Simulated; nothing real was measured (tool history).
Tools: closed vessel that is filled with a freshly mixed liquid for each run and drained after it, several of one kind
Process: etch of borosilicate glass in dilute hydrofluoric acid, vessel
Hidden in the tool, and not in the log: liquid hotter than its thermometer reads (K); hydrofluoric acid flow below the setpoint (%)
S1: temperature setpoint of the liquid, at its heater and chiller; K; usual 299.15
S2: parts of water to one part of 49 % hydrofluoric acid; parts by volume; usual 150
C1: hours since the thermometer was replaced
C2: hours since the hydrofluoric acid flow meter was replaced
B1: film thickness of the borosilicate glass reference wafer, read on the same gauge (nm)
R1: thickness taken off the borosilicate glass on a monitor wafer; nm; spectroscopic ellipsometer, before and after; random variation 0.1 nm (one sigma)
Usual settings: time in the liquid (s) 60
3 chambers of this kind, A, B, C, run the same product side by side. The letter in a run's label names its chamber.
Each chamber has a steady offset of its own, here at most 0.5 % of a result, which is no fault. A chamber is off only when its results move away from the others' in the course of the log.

run 1C hour=7.0 | S1=299.15 S2=150 time_in_the_liquid_(s)=60 | C1=495.5 C2=1228.6 | B1=60.002 | R1=15.8980
run 2A hour=13.4 | S1=299.15 S2=150 time_in_the_liquid_(s)=60 | C1=1236.4 C2=44.6 | B1=60.019 | R1=16.1410
run 3B hour=19.5 | S1=299.15 S2=150 time_in_the_liquid_(s)=60 | C1=378.9 C2=1032.4 | B1=59.997 | R1=16.0660
run 4A hour=24.1 | S1=299.15 S2=150 time_in_the_liquid_(s)=60 | C1=1247.1 C2=55.3 | B1=60.002 | R1=16.1750
run 5B hour=29.3 | S1=299.15 S2=150 time_in_the_liquid_(s)=60 | C1=388.7 C2=1042.2 | B1=60.002 | R1=16.1700
run 6C hour=36.4 | S1=299.15 S2=150 time_in_the_liquid_(s)=60 | C1=524.9 C2=1258.0 | B1=59.989 | R1=15.8810
run 7B hour=39.8 | S1=299.15 S2=150 time_in_the_liquid_(s)=60 | C1=399.2 C2=1052.7 | B1=59.986 | R1=16.2230
run 8C hour=44.6 | S1=299.15 S2=150 time_in_the_liquid_(s)=60 | C1=533.1 C2=1266.2 | B1=60.008 | R1=15.8380
run 9A hour=49.9 | S1=299.15 S2=150 time_in_the_liquid_(s)=60 | C1=1272.9 C2=81.1 | B1=59.990 | R1=15.9490
run 10B hour=55.4 | S1=299.15 S2=150 time_in_the_liquid_(s)=60 | C1=414.8 C2=1068.3 | B1=60.003 | R1=16.0830
run 11A hour=61.4 | S1=299.15 S2=150 time_in_the_liquid_(s)=60 | C1=1284.4 C2=92.6 | B1=60.006 | R1=16.0510
run 12C hour=66.2 | S1=299.15 S2=150 time_in_the_liquid_(s)=60 | C1=554.7 C2=1287.8 | B1=60.002 | R1=16.0520
run 13C hour=70.8 | S1=299.15 S2=150 time_in_the_liquid_(s)=60 | C1=559.3 C2=1292.4 | B1=59.982 | R1=16.0790
run 14A hour=74.7 | S1=299.15 S2=150 time_in_the_liquid_(s)=60 | C1=1297.7 C2=105.9 | B1=60.015 | R1=16.0220
run 15B hour=80.0 | S1=299.15 S2=215 time_in_the_liquid_(s)=60 | C1=439.4 C2=1092.9 | B1=59.996 | R1=10.3770
run 16B hour=86.8 | S1=299.15 S2=215 time_in_the_liquid_(s)=60 | C1=446.2 C2=1099.7 | B1=60.012 | R1=10.4540
run 17C hour=91.3 | S1=299.15 S2=215 time_in_the_liquid_(s)=60 | C1=579.8 C2=1312.9 | B1=59.989 | R1=10.5190
run 18A hour=97.0 | S1=299.15 S2=150 time_in_the_liquid_(s)=60 | C1=1320.0 C2=128.2 | B1=59.991 | R1=16.0430
run 19C hour=103.9 | S1=299.15 S2=150 time_in_the_liquid_(s)=60 | C1=592.4 C2=1325.5 | B1=59.992 | R1=16.2810
run 20A hour=107.5 | S1=299.15 S2=150 time_in_the_liquid_(s)=60 | C1=1330.5 C2=138.7 | B1=59.997 | R1=15.9600
run 21B hour=114.0 | S1=299.15 S2=205 time_in_the_liquid_(s)=40 | C1=473.4 C2=1126.9 | B1=59.997 | R1=7.3253
run 22A hour=119.4 | S1=299.15 S2=205 time_in_the_liquid_(s)=40 | C1=1342.4 C2=150.6 | B1=60.000 | R1=7.3609
run 23B hour=125.5 | S1=299.15 S2=205 time_in_the_liquid_(s)=40 | C1=484.9 C2=1138.4 | B1=59.972 | R1=7.3665
run 24C hour=129.4 | S1=299.15 S2=150 time_in_the_liquid_(s)=60 | C1=617.9 C2=1351.0 | B1=60.022 | R1=16.5040
run 25C hour=134.5 | S1=299.15 S2=150 time_in_the_liquid_(s)=60 | C1=623.0 C2=1356.1 | B1=60.009 | R1=16.6490
run 26B hour=139.7 | S1=299.15 S2=150 time_in_the_liquid_(s)=60 | C1=499.1 C2=1152.6 | B1=59.975 | R1=15.9240
run 27A hour=143.1 | S1=299.15 S2=150 time_in_the_liquid_(s)=60 | C1=1366.1 C2=174.3 | B1=60.015 | R1=16.0870
run 28B hour=148.1 | S1=299.15 S2=95 time_in_the_liquid_(s)=60 | C1=507.5 C2=1161.0 | B1=60.013 | R1=27.0060
run 29A hour=154.8 | S1=299.15 S2=95 time_in_the_liquid_(s)=60 | C1=1377.8 C2=186.0 | B1=59.994 | R1=27.0720
run 30C hour=160.9 | S1=299.15 S2=95 time_in_the_liquid_(s)=60 | C1=649.4 C2=1382.5 | B1=59.995 | R1=28.5950
run 31A hour=165.3 | S1=299.15 S2=150 time_in_the_liquid_(s)=60 | C1=1388.3 C2=196.5 | B1=60.022 | R1=15.8920
run 32B hour=170.6 | S1=299.15 S2=150 time_in_the_liquid_(s)=60 | C1=530.0 C2=1183.5 | B1=60.011 | R1=16.0560
run 33C hour=176.2 | S1=299.15 S2=150 time_in_the_liquid_(s)=60 | C1=664.7 C2=1397.8 | B1=59.993 | R1=17.0870
run 34C hour=182.0 | S1=299.15 S2=150 time_in_the_liquid_(s)=60 | C1=670.5 C2=1403.6 | B1=60.003 | R1=17.0660
run 35B hour=189.6 | S1=299.15 S2=150 time_in_the_liquid_(s)=60 | C1=549.0 C2=1202.5 | B1=60.004 | R1=15.9150

Next, every chamber runs the same settings. What will each give?
run 36A hour=195.1 | S1=299.15 S2=150 time_in_the_liquid_(s)=60 | R1=?
run 36B hour=195.1 | S1=299.15 S2=150 time_in_the_liquid_(s)=60 | R1=?
run 36C hour=195.1 | S1=299.15 S2=150 time_in_the_liquid_(s)=60 | R1=?

run=36A R1=16.0680
run=36B R1=15.9330
run=36C R1=17.2660

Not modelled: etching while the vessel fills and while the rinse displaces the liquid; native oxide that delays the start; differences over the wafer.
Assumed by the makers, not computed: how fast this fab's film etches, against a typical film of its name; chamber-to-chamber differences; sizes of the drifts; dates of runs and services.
